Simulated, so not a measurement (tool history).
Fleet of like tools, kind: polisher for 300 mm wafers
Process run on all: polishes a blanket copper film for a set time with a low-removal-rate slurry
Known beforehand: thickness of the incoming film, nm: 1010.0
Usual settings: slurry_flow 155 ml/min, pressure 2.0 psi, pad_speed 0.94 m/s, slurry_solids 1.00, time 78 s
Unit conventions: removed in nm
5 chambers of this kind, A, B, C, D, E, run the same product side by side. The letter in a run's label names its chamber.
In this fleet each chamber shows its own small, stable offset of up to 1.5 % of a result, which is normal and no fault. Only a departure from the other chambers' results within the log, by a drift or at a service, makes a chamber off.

| run | hour | slurry_flow | pressure | pad_speed | slurry_solids | time | removed |
|---|---|---|---|---|---|---|---|
| 1D | 5.0 | 155 | 2.0 | 0.94 | 1.00 | 78 | 141.27 |
| 2E | 13.0 | 155 | 2.0 | 0.94 | 1.00 | 78 | 141.24 |
| 3A | 20.6 | 155 | 2.0 | 0.94 | 1.00 | 78 | 141.08 |
|  | 24.3 | chamber C: slurry blender recalibrated |
|  | 28.6 | chamber E: slurry nozzle cleaned |
| 4C | 28.8 | 155 | 2.0 | 0.94 | 1.00 | 78 | 139.74 |
| 5B | 35.4 | 155 | 2.0 | 0.94 | 1.00 | 78 | 142.74 |
| 6E | 39.4 | 155 | 2.0 | 0.94 | 0.75 | 78 | 134.84 |
| 7B | 45.0 | 155 | 2.0 | 0.94 | 0.75 | 78 | 136.22 |
| 8D | 48.7 | 155 | 2.0 | 0.94 | 0.75 | 78 | 133.98 |
| 9A | 53.6 | 155 | 2.0 | 0.94 | 0.75 | 78 | 131.60 |
|  | 54.1 | chamber D: head pressure recalibrated |
|  | 56.2 | chamber D: worn pad replaced by a new one |
|  | 59.2 | chamber A: slurry nozzle cleaned |
| 10C | 61.6 | 155 | 2.0 | 0.94 | 0.75 | 78 | 133.15 |
|  | 63.7 | chamber D: slurry blender recalibrated |
| 11B | 69.2 | 155 | 2.0 | 0.94 | 1.00 | 78 | 143.49 |
| 12D | 76.7 | 155 | 2.0 | 0.94 | 1.00 | 78 | 141.14 |
|  | 79.3 | chamber B: slurry nozzle cleaned |
| 13A | 84.6 | 155 | 2.0 | 0.84 | 1.15 | 78 | 129.42 |
| 14C | 88.8 | 155 | 2.0 | 0.84 | 1.15 | 78 | 129.49 |
| 15E | 92.8 | 155 | 2.0 | 0.84 | 1.15 | 78 | 130.11 |
|  | 97.0 | chamber B: worn pad replaced by a new one |
|  | 99.0 | chamber C: worn pad replaced by a new one |
| 16E | 100.6 | 155 | 2.0 | 0.84 | 1.15 | 78 | 131.47 |
| 17B | 104.4 | 155 | 2.0 | 0.84 | 1.15 | 78 | 131.91 |
| 18D | 110.6 | 155 | 2.0 | 0.94 | 1.00 | 78 | 140.23 |
| 19A | 114.6 | 155 | 2.0 | 0.94 | 1.00 | 78 | 140.66 |
|  | 117.4 | chamber A: head pressure recalibrated |
| 20C | 122.1 | 155 | 2.0 | 0.94 | 1.00 | 78 | 140.16 |
| 21A | 126.1 | 155 | 2.0 | 0.94 | 1.00 | 78 | 142.43 |
| 22B | 132.0 | 155 | 2.0 | 0.94 | 1.00 | 78 | 142.40 |
| 23D | 140.2 | 155 | 2.0 | 0.94 | 1.00 | 78 | 141.05 |
|  | 145.4 | chamber A: worn pad replaced by a new one |
| 24C | 147.0 | 155 | 2.0 | 0.94 | 1.00 | 78 | 140.59 |
| 25E | 154.1 | 155 | 2.0 | 0.94 | 1.00 | 78 | 142.30 |
| 26A | 160.8 | 155 | 2.0 | 0.94 | 1.00 | 78 | 140.74 |
|  | 167.8 | chamber C: slurry nozzle cleaned |
| 27E | 168.1 | 155 | 2.0 | 0.94 | 1.00 | 78 | 142.35 |
|  | 172.0 | chamber E: worn pad replaced by a new one |
| 28B | 172.6 | 155 | 2.0 | 0.94 | 1.00 | 78 | 142.02 |
| 29D | 177.2 | 155 | 2.0 | 0.94 | 1.15 | 78 | 146.46 |
|  | 178.4 | chamber A: slurry blender recalibrated |
| 30C | 183.5 | 155 | 2.0 | 0.94 | 1.15 | 78 | 146.15 |
| 31C | 191.2 | 155 | 2.0 | 0.94 | 1.15 | 78 | 143.38 |
| 32E | 196.6 | 155 | 2.0 | 0.94 | 1.15 | 78 | 147.01 |
|  | 199.3 | chamber D: worn pad replaced by a new one |
| 33A | 204.2 | 155 | 2.0 | 0.94 | 1.15 | 78 | 143.97 |
| 34B | 210.7 | 155 | 2.0 | 0.94 | 1.00 | 78 | 143.28 |
| 35D | 217.7 | 155 | 2.0 | 0.94 | 1.00 | 78 | 141.34 |
| 36C | 222.0 | 155 | 2.0 | 0.94 | 1.00 | 78 | 141.45 |
| 37D | 228.2 | 155 | 2.0 | 0.94 | 1.00 | 78 | 140.94 |
| 38B | 235.6 | 155 | 2.0 | 0.94 | 1.00 | 78 | 142.28 |
| 39A | 240.9 | 155 | 2.0 | 0.94 | 1.00 | 78 | 141.35 |
| 40E | 247.0 | 155 | 2.0 | 0.94 | 1.00 | 78 | 140.64 |
| 41E | 251.7 | 155 | 2.0 | 0.94 | 1.00 | 78 | 142.61 |
|  | 257.7 | chamber B: worn pad replaced by a new one |
| 42D | 258.6 | 155 | 2.3 | 0.94 | 1.00 | 92 | 190.46 |
| 43A | 265.3 | 155 | 2.3 | 0.94 | 1.00 | 92 | 189.92 |
| 44B | 272.6 | 155 | 2.3 | 0.94 | 1.00 | 92 | 192.28 |

Next, all 5 chambers run the settings below, one line each with question marks for the results. What does each chamber give?
| 45A | 278.5 | 180 | 2.0 | 0.94 | 1.00 | 78 | ? |
| 45B | 278.5 | 180 | 2.0 | 0.94 | 1.00 | 78 | ? |
| 45C | 278.5 | 180 | 2.0 | 0.94 | 1.00 | 78 | ? |
| 45D | 278.5 | 180 | 2.0 | 0.94 | 1.00 | 78 | ? |
| 45E | 278.5 | 180 | 2.0 | 0.94 | 1.00 | 78 | ? |

| run | removed |
|---|---|
| 45A | 144.35 |
| 45B | 145.19 |
| 45C | 144.49 |
| 45D | 143.62 |
| 45E | 144.91 |

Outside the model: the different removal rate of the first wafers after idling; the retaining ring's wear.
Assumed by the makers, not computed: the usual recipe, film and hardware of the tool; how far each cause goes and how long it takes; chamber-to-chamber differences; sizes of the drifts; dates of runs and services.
